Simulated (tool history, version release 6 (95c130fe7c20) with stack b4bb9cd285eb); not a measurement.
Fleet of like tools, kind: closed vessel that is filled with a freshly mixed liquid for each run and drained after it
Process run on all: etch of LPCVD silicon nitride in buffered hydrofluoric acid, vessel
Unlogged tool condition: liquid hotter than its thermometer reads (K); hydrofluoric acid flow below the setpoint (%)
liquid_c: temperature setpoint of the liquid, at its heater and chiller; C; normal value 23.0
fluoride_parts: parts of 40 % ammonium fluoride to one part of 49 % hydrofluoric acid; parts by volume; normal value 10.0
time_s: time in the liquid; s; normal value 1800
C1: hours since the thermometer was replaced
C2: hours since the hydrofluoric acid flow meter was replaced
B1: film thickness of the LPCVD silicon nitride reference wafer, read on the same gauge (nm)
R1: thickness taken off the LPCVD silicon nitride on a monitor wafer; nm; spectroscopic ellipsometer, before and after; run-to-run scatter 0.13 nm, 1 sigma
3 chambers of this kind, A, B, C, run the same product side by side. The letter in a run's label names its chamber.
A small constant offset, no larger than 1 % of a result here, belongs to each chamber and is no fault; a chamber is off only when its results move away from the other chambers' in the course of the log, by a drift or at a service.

run 1C hour=11.2 | liquid_c=23.0 fluoride_parts=10.0 time_s=1800 | C1=1153.3 C2=247.8 | B1=50.007 | R1=23.462
run 2A hour=23.1 | liquid_c=23.0 fluoride_parts=10.0 time_s=1800 | C1=354.3 C2=755.9 | B1=50.003 | R1=23.111
run 3B hour=33.0 | liquid_c=23.0 fluoride_parts=10.0 time_s=1800 | C1=683.0 C2=583.4 | B1=50.015 | R1=22.881
run 4B hour=44.3 | liquid_c=23.0 fluoride_parts=10.0 time_s=1800 | C1=694.3 C2=594.7 | B1=50.008 | R1=22.802
run 5A hour=52.6 | liquid_c=23.0 fluoride_parts=10.0 time_s=1800 | C1=383.8 C2=785.4 | B1=49.978 | R1=23.033
run 6C hour=60.9 | liquid_c=23.0 fluoride_parts=10.0 time_s=1800 | C1=1203.0 C2=297.5 | B1=49.971 | R1=22.863
run 7A hour=69.3 | liquid_c=23.0 fluoride_parts=10.0 time_s=1800 | C1=400.5 C2=802.1 | B1=49.981 | R1=23.119
run 8B hour=80.6 | liquid_c=23.0 fluoride_parts=10.0 time_s=1800 | C1=730.6 C2=631.0 | B1=49.982 | R1=23.156
run 9C hour=87.1 | liquid_c=23.0 fluoride_parts=10.0 time_s=1800 | C1=1229.2 C2=323.7 | B1=50.008 | R1=23.217
run 10A hour=94.3 | liquid_c=23.0 fluoride_parts=10.0 time_s=1800 | C1=425.5 C2=827.1 | B1=49.993 | R1=22.962
-- hour=103.5 chamber A: hydrofluoric acid flow meter replaced
run 11C hour=107.5 | liquid_c=27.0 fluoride_parts=10.0 time_s=2625 | C1=1249.6 C2=344.1 | B1=50.002 | R1=41.915
run 12B hour=119.2 | liquid_c=27.0 fluoride_parts=10.0 time_s=2625 | C1=769.2 C2=669.6 | B1=50.004 | R1=41.581
run 13A hour=131.9 | liquid_c=27.0 fluoride_parts=10.0 time_s=2625 | C1=463.1 C2=28.5 | B1=49.995 | R1=41.711
run 14C hour=139.6 | liquid_c=23.0 fluoride_parts=10.0 time_s=1800 | C1=1281.7 C2=376.2 | B1=49.999 | R1=23.520
run 15B hour=146.3 | liquid_c=20.0 fluoride_parts=11.5 time_s=1800 | C1=796.3 C2=696.7 | B1=49.977 | R1=17.032
run 16A hour=159.5 | liquid_c=20.0 fluoride_parts=11.5 time_s=1800 | C1=490.7 C2=56.1 | B1=50.008 | R1=17.027
run 17B hour=172.1 | liquid_c=20.0 fluoride_parts=11.5 time_s=1800 | C1=822.1 C2=722.5 | B1=49.992 | R1=17.074
run 18C hour=179.0 | liquid_c=23.0 fluoride_parts=10.0 time_s=1800 | C1=1321.1 C2=415.6 | B1=50.012 | R1=23.953
run 19B hour=186.9 | liquid_c=23.0 fluoride_parts=10.0 time_s=1800 | C1=836.9 C2=737.3 | B1=49.997 | R1=22.906
-- hour=187.8 chamber B: thermometer replaced
run 20C hour=198.7 | liquid_c=23.0 fluoride_parts=10.0 time_s=1800 | C1=1340.8 C2=435.3 | B1=50.004 | R1=23.896
run 21A hour=208.9 | liquid_c=23.0 fluoride_parts=10.0 time_s=1800 | C1=540.1 C2=105.5 | B1=50.026 | R1=23.024
run 22B hour=215.9 | liquid_c=23.0 fluoride_parts=10.0 time_s=1800 | C1=28.1 C2=766.3 | B1=50.008 | R1=22.807
run 23C hour=229.3 | liquid_c=23.0 fluoride_parts=10.0 time_s=1800 | C1=1371.4 C2=465.9 | B1=49.988 | R1=24.003
run 24A hour=236.1 | liquid_c=23.0 fluoride_parts=10.0 time_s=1800 | C1=567.3 C2=132.7 | B1=49.986 | R1=23.116
run 25A hour=249.2 | liquid_c=23.0 fluoride_parts=10.0 time_s=1800 | C1=580.4 C2=145.8 | B1=49.993 | R1=23.011
run 26B hour=257.4 | liquid_c=23.0 fluoride_parts=10.0 time_s=1800 | C1=69.6 C2=807.8 | B1=50.012 | R1=22.905
run 27C hour=267.5 | liquid_c=23.0 fluoride_parts=10.0 time_s=1800 | C1=1409.6 C2=504.1 | B1=50.006 | R1=24.225
run 28C hour=278.0 | liquid_c=23.0 fluoride_parts=10.0 time_s=1800 | C1=1420.1 C2=514.6 | B1=49.990 | R1=24.566

Predict what each chamber gives when all 3 of them run the settings below next.
run 29A hour=287.6 | liquid_c=24.5 fluoride_parts=10.0 time_s=1800 | R1=?
run 29B hour=287.6 | liquid_c=24.5 fluoride_parts=10.0 time_s=1800 | R1=?
run 29C hour=287.6 | liquid_c=24.5 fluoride_parts=10.0 time_s=1800 | R1=?

run=29A R1=25.262
run=29B R1=24.976
run=29C R1=26.605
